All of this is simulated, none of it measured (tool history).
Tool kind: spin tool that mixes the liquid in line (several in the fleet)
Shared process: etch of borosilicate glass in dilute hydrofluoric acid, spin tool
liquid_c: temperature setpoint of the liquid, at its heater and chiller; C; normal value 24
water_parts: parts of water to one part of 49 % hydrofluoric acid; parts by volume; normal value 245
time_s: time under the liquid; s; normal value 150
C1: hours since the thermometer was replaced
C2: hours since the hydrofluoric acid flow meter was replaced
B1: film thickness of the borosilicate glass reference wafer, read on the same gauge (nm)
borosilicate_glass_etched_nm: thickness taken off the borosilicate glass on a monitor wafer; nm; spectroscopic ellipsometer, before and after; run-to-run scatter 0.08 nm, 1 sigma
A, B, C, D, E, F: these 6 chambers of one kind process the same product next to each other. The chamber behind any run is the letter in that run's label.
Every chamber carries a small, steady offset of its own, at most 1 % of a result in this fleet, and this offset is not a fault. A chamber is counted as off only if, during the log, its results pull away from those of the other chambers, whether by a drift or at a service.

{"run": "1A", "hour": 3.2, "liquid_c": 24, "water_parts": 245, "time_s": 150, "C1": 1448.9, "C2": 325.6, "B1": 120, "borosilicate_glass_etched_nm": 13.011}
{"run": "2C", "hour": 6.1, "liquid_c": 24, "water_parts": 245, "time_s": 150, "C1": 199.8, "C2": 140.5, "B1": 119.99, "borosilicate_glass_etched_nm": 13.048}
{"run": "3E", "hour": 8.0, "liquid_c": 24, "water_parts": 245, "time_s": 150, "C1": 1491.1, "C2": 311.7, "B1": 119.97, "borosilicate_glass_etched_nm": 13.247}
{"run": "4D", "hour": 12.0, "liquid_c": 24, "water_parts": 245, "time_s": 150, "C1": 142.4, "C2": 1179.1, "B1": 120.02, "borosilicate_glass_etched_nm": 13.048}
{"run": "5B", "hour": 14.4, "liquid_c": 24, "water_parts": 335, "time_s": 150, "C1": 548.7, "C2": 1574.6, "B1": 120, "borosilicate_glass_etched_nm": 8.5802}
{"run": "6F", "hour": 18.5, "liquid_c": 24, "water_parts": 335, "time_s": 150, "C1": 2419.9, "C2": 1596.5, "B1": 119.99, "borosilicate_glass_etched_nm": 8.6235}
{"run": "7C", "hour": 22.3, "liquid_c": 24, "water_parts": 335, "time_s": 150, "C1": 216, "C2": 156.7, "B1": 119.96, "borosilicate_glass_etched_nm": 8.666}
{"run": "8B", "hour": 26.5, "liquid_c": 24, "water_parts": 335, "time_s": 150, "C1": 560.8, "C2": 1586.7, "B1": 119.95, "borosilicate_glass_etched_nm": 8.6875}
{"run": "9D", "hour": 29.4, "liquid_c": 24, "water_parts": 335, "time_s": 150, "C1": 159.8, "C2": 1196.5, "B1": 120.02, "borosilicate_glass_etched_nm": 8.6299}
{"run": "10F", "hour": 32.9, "liquid_c": 24, "water_parts": 335, "time_s": 150, "C1": 2434.3, "C2": 1610.9, "B1": 120, "borosilicate_glass_etched_nm": 8.6257}
{"run": "11E", "hour": 35.9, "liquid_c": 24, "water_parts": 245, "time_s": 150, "C1": 1519, "C2": 339.6, "B1": 119.98, "borosilicate_glass_etched_nm": 13.043}
{"run": "12A", "hour": 37.9, "liquid_c": 24, "water_parts": 245, "time_s": 150, "C1": 1483.6, "C2": 360.3, "B1": 119.97, "borosilicate_glass_etched_nm": 12.947}
{"run": "13C", "hour": 41.0, "liquid_c": 24, "water_parts": 245, "time_s": 150, "C1": 234.7, "C2": 175.4, "B1": 119.99, "borosilicate_glass_etched_nm": 13.158}
{"run": "14F", "hour": 43.5, "liquid_c": 24, "water_parts": 245, "time_s": 150, "C1": 2444.9, "C2": 1621.5, "B1": 119.96, "borosilicate_glass_etched_nm": 12.866}
{"run": "15A", "hour": 46.4, "liquid_c": 24, "water_parts": 245, "time_s": 150, "C1": 1492.1, "C2": 368.8, "B1": 120.03, "borosilicate_glass_etched_nm": 13.001}
{"run": "16E", "hour": 49.5, "liquid_c": 24, "water_parts": 245, "time_s": 150, "C1": 1532.6, "C2": 353.2, "B1": 120.01, "borosilicate_glass_etched_nm": 13.049}
{"run": "17D", "hour": 51.4, "liquid_c": 24, "water_parts": 245, "time_s": 150, "C1": 181.8, "C2": 1218.5, "B1": 120, "borosilicate_glass_etched_nm": 12.937}
{"run": "18B", "hour": 55.1, "liquid_c": 24, "water_parts": 245, "time_s": 150, "C1": 589.4, "C2": 1615.3, "B1": 120.02, "borosilicate_glass_etched_nm": 13.168}
{"run": "19D", "hour": 57.9, "liquid_c": 24, "water_parts": 245, "time_s": 150, "C1": 188.3, "C2": 1225, "B1": 120.02, "borosilicate_glass_etched_nm": 13.086}
{"run": "20E", "hour": 61.6, "liquid_c": 24, "water_parts": 245, "time_s": 150, "C1": 1544.7, "C2": 365.3, "B1": 119.97, "borosilicate_glass_etched_nm": 13.222}
{"run": "21C", "hour": 64.9, "liquid_c": 24, "water_parts": 245, "time_s": 150, "C1": 258.6, "C2": 199.3, "B1": 119.96, "borosilicate_glass_etched_nm": 13.072}
{"run": "22B", "hour": 67.7, "liquid_c": 24, "water_parts": 245, "time_s": 150, "C1": 602, "C2": 1627.9, "B1": 119.98, "borosilicate_glass_etched_nm": 13.381}
{"run": "23A", "hour": 70.6, "liquid_c": 24, "water_parts": 245, "time_s": 150, "C1": 1516.3, "C2": 393, "B1": 119.97, "borosilicate_glass_etched_nm": 13.05}
{"run": "24F", "hour": 72.5, "liquid_c": 24, "water_parts": 245, "time_s": 150, "C1": 2473.9, "C2": 1650.5, "B1": 119.99, "borosilicate_glass_etched_nm": 12.849}
{"run": "25D", "hour": 76.6, "liquid_c": 24, "water_parts": 245, "time_s": 150, "C1": 207, "C2": 1243.7, "B1": 120, "borosilicate_glass_etched_nm": 12.871}
{"run": "26C", "hour": 80.8, "liquid_c": 24, "water_parts": 245, "time_s": 150, "C1": 274.5, "C2": 215.2, "B1": 119.99, "borosilicate_glass_etched_nm": 12.983}
{"run": "27E", "hour": 84.3, "liquid_c": 24, "water_parts": 245, "time_s": 150, "C1": 1567.4, "C2": 388, "B1": 120.01, "borosilicate_glass_etched_nm": 12.987}
{"run": "28A", "hour": 86.7, "liquid_c": 27, "water_parts": 325, "time_s": 150, "C1": 1532.4, "C2": 409.1, "B1": 120.01, "borosilicate_glass_etched_nm": 10.064}
{"run": "29F", "hour": 89.0, "liquid_c": 27, "water_parts": 325, "time_s": 150, "C1": 2490.4, "C2": 1667, "B1": 119.98, "borosilicate_glass_etched_nm": 9.95}
{"run": "30B", "hour": 91.6, "liquid_c": 27, "water_parts": 325, "time_s": 150, "C1": 625.9, "C2": 1651.8, "B1": 119.99, "borosilicate_glass_etched_nm": 10.406}
{"run": "31A", "hour": 94.3, "liquid_c": 27, "water_parts": 325, "time_s": 150, "C1": 1540, "C2": 416.7, "B1": 120.02, "borosilicate_glass_etched_nm": 10.051}
{"run": "32C", "hour": 97.5, "liquid_c": 27, "water_parts": 325, "time_s": 150, "C1": 291.2, "C2": 231.9, "B1": 119.99, "borosilicate_glass_etched_nm": 10.038}
{"run": "33E", "hour": 100.7, "liquid_c": 27, "water_parts": 325, "time_s": 150, "C1": 1583.8, "C2": 404.4, "B1": 120.01, "borosilicate_glass_etched_nm": 10.164}
{"run": "34B", "hour": 104.0, "liquid_c": 24, "water_parts": 245, "time_s": 150, "C1": 638.3, "C2": 1664.2, "B1": 120, "borosilicate_glass_etched_nm": 13.683}
{"run": "35F", "hour": 106.4, "liquid_c": 24, "water_parts": 245, "time_s": 150, "C1": 2507.8, "C2": 1684.4, "B1": 120.01, "borosilicate_glass_etched_nm": 12.864}
{"run": "36D", "hour": 109.2, "liquid_c": 24, "water_parts": 245, "time_s": 150, "C1": 239.6, "C2": 1276.3, "B1": 119.95, "borosilicate_glass_etched_nm": 12.778}
{"run": "37D", "hour": 112.5, "liquid_c": 24, "water_parts": 245, "time_s": 150, "C1": 242.9, "C2": 1279.6, "B1": 119.98, "borosilicate_glass_etched_nm": 12.879}

Read the log: is a single chamber off, either drifting away or since a service, is the gauge that measures every chamber drifting, or is nothing wrong beyond small per-chamber offsets? Name any odd chamber and what most likely caused it.

It is chamber B that slowly wanders off from its peers.
Most likely cause: liquid hotter than its thermometer reads (K) = 1.61.
From this log alone, it may not be told apart from: hydrofluoric acid flow above the setpoint (%).

Below are 4 candidate recipes for chamber B's next run, each the usual settings with a change, their results shown as question marks. Which of them brings B's results back in line with what the other chambers give on the usual settings?
In line means no further than this from the other chambers' mean on the usual settings: borosilicate_glass_etched_nm 0.28 nm
{"run": "38B-1", "hour": 115.6, "liquid_c": 24, "water_parts": 250, "time_s": 150, "borosilicate_glass_etched_nm": "?"}
{"run": "38B-2", "hour": 115.6, "liquid_c": 25.5, "water_parts": 245, "time_s": 150, "borosilicate_glass_etched_nm": "?"}
{"run": "38B-3", "hour": 115.6, "liquid_c": 24, "water_parts": 240, "time_s": 150, "borosilicate_glass_etched_nm": "?"}
{"run": "38B-4", "hour": 115.6, "liquid_c": 24, "water_parts": 250, "time_s": 145, "borosilicate_glass_etched_nm": "?"}

On the usual settings, the other chambers give on average: borosilicate_glass_etched_nm 12.998 nm
run=38B-1 borosilicate_glass_etched_nm=13.441
run=38B-2 borosilicate_glass_etched_nm=14.535
run=38B-3 borosilicate_glass_etched_nm=14.161
run=38B-4 borosilicate_glass_etched_nm=12.993
Change 38B-4 lands the chamber within the allowed miss of the other chambers.

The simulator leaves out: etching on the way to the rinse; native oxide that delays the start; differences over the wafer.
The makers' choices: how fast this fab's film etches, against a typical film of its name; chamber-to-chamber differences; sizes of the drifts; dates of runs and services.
